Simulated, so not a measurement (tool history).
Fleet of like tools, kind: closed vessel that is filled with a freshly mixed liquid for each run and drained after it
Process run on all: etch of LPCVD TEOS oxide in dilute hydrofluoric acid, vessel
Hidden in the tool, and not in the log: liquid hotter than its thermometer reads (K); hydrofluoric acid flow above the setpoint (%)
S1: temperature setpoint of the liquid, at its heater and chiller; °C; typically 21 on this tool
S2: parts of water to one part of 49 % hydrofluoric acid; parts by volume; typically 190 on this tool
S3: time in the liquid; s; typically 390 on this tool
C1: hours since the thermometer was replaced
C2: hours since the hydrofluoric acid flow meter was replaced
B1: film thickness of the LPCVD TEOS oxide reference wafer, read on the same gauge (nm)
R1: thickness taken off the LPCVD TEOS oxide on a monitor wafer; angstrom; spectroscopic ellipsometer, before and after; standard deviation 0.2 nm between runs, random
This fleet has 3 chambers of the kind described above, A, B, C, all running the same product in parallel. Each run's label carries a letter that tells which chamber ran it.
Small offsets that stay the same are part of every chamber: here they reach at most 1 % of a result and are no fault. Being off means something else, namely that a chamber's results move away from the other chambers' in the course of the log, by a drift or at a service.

run	hour	S1	S2	S3	C1	C2	B1	R1
1B	8.4	21	190	390	1006.9	1352.8	149.98	279.1
# hour 13.7: chamber B: hydrofluoric acid flow meter replaced
# hour 18: chamber A: thermometer replaced
2A	18.3	21	190	390	0.4	289.3	150	277.29
3C	28.2	21	190	390	1416.1	806.6	149.99	275.13
4C	34.6	21	190	390	1422.5	813	149.98	276.54
5B	41.7	21	190	390	1040.2	28	149.96	284.53
6A	54.5	21	190	390	36.6	325.5	150	278.92
7B	68.6	21	190	390	1067.1	54.9	149.97	280.55
8C	76.7	21	145	205	1464.6	855.1	150.04	200.67
9A	87.8	21	145	205	69.9	358.8	150	201.54
10B	99.9	21	145	205	1098.4	86.2	149.97	204.66
11C	113.2	21	190	175	1501.1	891.6	149.99	126.73
12A	122.7	21	190	175	104.8	393.7	149.96	124.13
13A	130.3	21	190	175	112.4	401.3	149.99	124.91
14C	143.4	21	190	390	1531.3	921.8	149.99	277.66
15B	157.1	21	190	390	1155.6	143.4	150.01	277.98
16A	166.4	21	190	390	148.5	437.4	150.01	274.98
17B	178	21	190	390	1176.5	164.3	149.99	282.18
18C	192.9	21	190	390	1580.8	971.3	150.01	284.76
19B	203	18.5	190	290	1201.5	189.3	150.04	189.53
20A	212.2	18.5	190	290	194.3	483.2	150	187.21
21C	219.1	18.5	190	290	1607	997.5	150.04	192.33
22B	230.7	21	150	185	1229.2	217	149.98	176.98
23A	238.8	21	150	185	220.9	509.8	150.02	173.19
24C	251.3	21	150	185	1639.2	1029.7	149.93	180.2
# hour 263.7: chamber C: hydrofluoric acid flow meter replaced
25B	264.5	21	190	390	1263	250.8	149.99	278.94
26C	275.6	21	270	260	1663.5	11.9	150	125.16
27A	290	21	270	260	272.1	561	150	120.54
28B	299.4	21	270	260	1297.9	285.7	150.01	119.18
29C	311.6	24	190	390	1699.5	47.9	149.95	326.77
30A	321.2	24	190	390	303.3	592.2	149.97	310.55

For the next run the whole fleet of 3 chambers uses the same settings. Give each chamber's results:
31A	331.9	21	190	240				?
31B	331.9	21	190	240				?
31C	331.9	21	190	240				?

run	R1
31A	172.57
31B	171.31
31C	181.98
